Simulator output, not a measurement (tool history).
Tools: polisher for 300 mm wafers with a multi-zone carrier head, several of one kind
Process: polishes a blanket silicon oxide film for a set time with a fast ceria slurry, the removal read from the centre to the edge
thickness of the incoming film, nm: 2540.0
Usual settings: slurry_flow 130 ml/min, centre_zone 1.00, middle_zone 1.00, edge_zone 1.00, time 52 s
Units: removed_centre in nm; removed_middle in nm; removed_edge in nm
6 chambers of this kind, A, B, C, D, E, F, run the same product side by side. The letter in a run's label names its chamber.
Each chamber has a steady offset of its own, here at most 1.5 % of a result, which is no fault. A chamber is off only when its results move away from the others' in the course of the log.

run	hour	slurry_flow	centre_zone	middle_zone	edge_zone	time	wafers polished on this pad	hours since the slurry nozzle was cleaned	hours since the centre zone pressure was calibrated	hours since the edge zone pressure was calibrated	removed_centre	removed_middle	removed_edge
1A	7.1	130	1.00	1.00	1.00	52	385	443.1	717.7	863.8	430.48	429.13	421.69
2C	11.9	130	1.00	1.00	1.00	52	473	215.1	921.3	1026.4	417.15	422.10	419.74
# hour 13.4: chamber C: edge zone pressure recalibrated
# hour 15.7: chamber C: worn pad replaced by a new one
3F	17.5	130	1.00	1.00	1.00	52	267	753.4	865.0	1140.1	427.16	409.01	416.34
4B	24.7	130	1.00	1.00	1.00	52	563	735.2	602.6	1040.1	420.83	428.76	419.56
5D	29.9	130	1.00	1.00	1.00	52	401	202.0	616.7	604.0	417.67	412.41	427.27
# hour 33.0: chamber D: worn pad replaced by a new one
# hour 34.3: chamber F: slurry nozzle cleaned
6E	39.0	130	1.00	1.00	1.00	52	661	500.5	1242.0	694.0	421.04	422.24	422.96
7E	48.3	130	1.00	1.00	1.00	52	746	509.8	1251.3	703.3	428.66	425.75	424.02
# hour 50.9: chamber A: worn pad replaced by a new one
8D	54.5	150	1.00	1.00	1.00	58	196	226.6	641.3	628.6	489.07	481.72	490.42
9B	59.9	150	1.00	1.00	1.00	58	885	770.4	637.8	1075.3	493.33	486.23	483.70
# hour 60.4: chamber C: centre zone pressure recalibrated
10F	68.3	150	1.00	1.00	1.00	58	731	34.1	915.8	1190.9	497.45	483.05	480.80
11A	74.2	150	1.00	1.00	1.00	58	212	510.2	784.8	930.9	482.57	488.29	477.04
# hour 78.3: chamber C: worn pad replaced by a new one
12C	78.9	150	1.00	1.00	1.00	58	5	282.1	18.6	65.5	495.70	477.79	481.44
# hour 79.5: chamber F: worn pad replaced by a new one
13F	83.4	150	1.00	1.00	1.00	58	36	49.2	930.9	1206.0	501.99	495.66	479.11
# hour 83.7: chamber B: worn pad replaced by a new one
# hour 86.6: chamber D: worn pad replaced by a new one
# hour 88.5: chamber D: slurry nozzle cleaned
14E	91.1	130	1.00	1.06	1.00	52	1137	552.6	1294.1	746.1	416.11	441.76	420.89
# hour 94.4: chamber B: slurry nozzle cleaned
15B	95.6	130	1.00	1.06	1.00	52	109	1.3	673.5	1111.0	438.05	453.39	415.42
# hour 102.9: chamber C: slurry nozzle cleaned
16A	103.0	130	1.00	1.06	1.00	52	475	539.0	813.6	959.7	411.05	446.81	415.35
# hour 103.7: chamber E: worn pad replaced by a new one
17D	109.8	130	1.00	1.06	1.00	52	212	21.3	696.6	683.9	431.41	448.72	428.69
18C	119.0	130	1.00	1.06	1.00	52	371	16.2	58.7	105.6	436.36	447.42	418.72
19B	124.3	130	1.00	1.06	1.00	52	371	30.0	702.2	1139.7	424.96	450.45	426.87
# hour 129.2: chamber A: edge zone pressure recalibrated
20F	130.3	130	1.00	1.00	1.00	60	464	96.1	977.8	1252.9	498.93	473.02	482.86
21E	138.1	130	1.00	1.00	1.00	60	314	599.6	1341.1	793.1	499.48	479.28	490.08
# hour 140.6: chamber C: worn pad replaced by a new one
# hour 140.9: chamber A: worn pad replaced by a new one
22A	144.5	130	1.00	1.00	1.00	60	33	580.5	855.1	15.4	489.33	484.72	479.06
# hour 148.6: chamber D: worn pad replaced by a new one
23D	154.0	130	1.00	1.00	1.00	60	49	65.5	740.8	728.1	482.01	483.50	496.99
24C	161.8	130	1.00	1.00	1.00	60	193	59.0	101.5	148.4	484.97	498.06	482.28
# hour 166.4: chamber B: edge zone pressure recalibrated
25F	166.4	130	1.00	1.00	1.00	60	793	132.2	1013.9	1289.0	489.98	498.57	492.23
26A	173.4	130	1.06	1.00	1.00	52	296	609.4	884.0	44.3	454.44	419.43	415.14
# hour 173.9: chamber F: worn pad replaced by a new one
27E	180.2	130	1.06	1.00	1.00	52	698	641.7	1383.2	835.2	452.93	430.36	428.88
28C	186.5	130	1.06	1.00	1.00	52	419	83.7	126.2	173.1	454.80	410.88	425.56
29B	192.7	130	1.06	1.00	1.00	52	995	98.4	770.6	26.3	467.01	429.40	424.25
30D	199.1	130	1.06	1.00	1.00	52	460	110.6	785.9	773.2	451.48	416.92	430.05
# hour 202.1: chamber D: worn pad replaced by a new one
31C	206.0	130	1.06	1.00	1.00	52	597	103.2	145.7	192.6	445.76	415.28	422.21
# hour 207.9: chamber A: slurry nozzle cleaned
32B	212.0	130	1.00	1.00	1.00	52	1171	117.7	789.9	45.6	421.36	431.90	424.03
# hour 217.7: chamber D: edge zone pressure recalibrated
# hour 217.9: chamber A: worn pad replaced by a new one
33F	218.1	130	1.00	1.00	1.00	52	403	183.9	1065.6	1340.7	435.16	415.09	421.19
# hour 219.0: chamber E: centre zone pressure recalibrated
34A	225.8	130	1.00	1.00	1.00	52	72	18.0	936.4	96.7	430.10	426.75	413.66
# hour 232.8: chamber B: worn pad replaced by a new one
35E	234.3	130	1.00	1.00	1.00	52	1192	695.8	15.3	889.3	426.35	428.28	436.30
36D	240.8	130	1.00	1.00	1.00	52	353	152.3	827.6	23.2	426.13	423.66	424.52
37B	247.4	130	0.94	1.00	0.91	52	133	153.1	825.3	81.0	395.29	436.92	409.60
# hour 251.5: chamber E: slurry nozzle cleaned
# hour 253.7: chamber E: worn pad replaced by a new one
38E	255.4	130	0.94	1.00	0.91	52	16	4.0	36.4	910.4	388.77	429.59	404.83

Is one chamber off against the others, does the gauge drift, or is nothing wrong? If a chamber is off, say which, and what the likeliest cause is.

No chamber stands off beyond its own small offset, and the gauge holds steady.
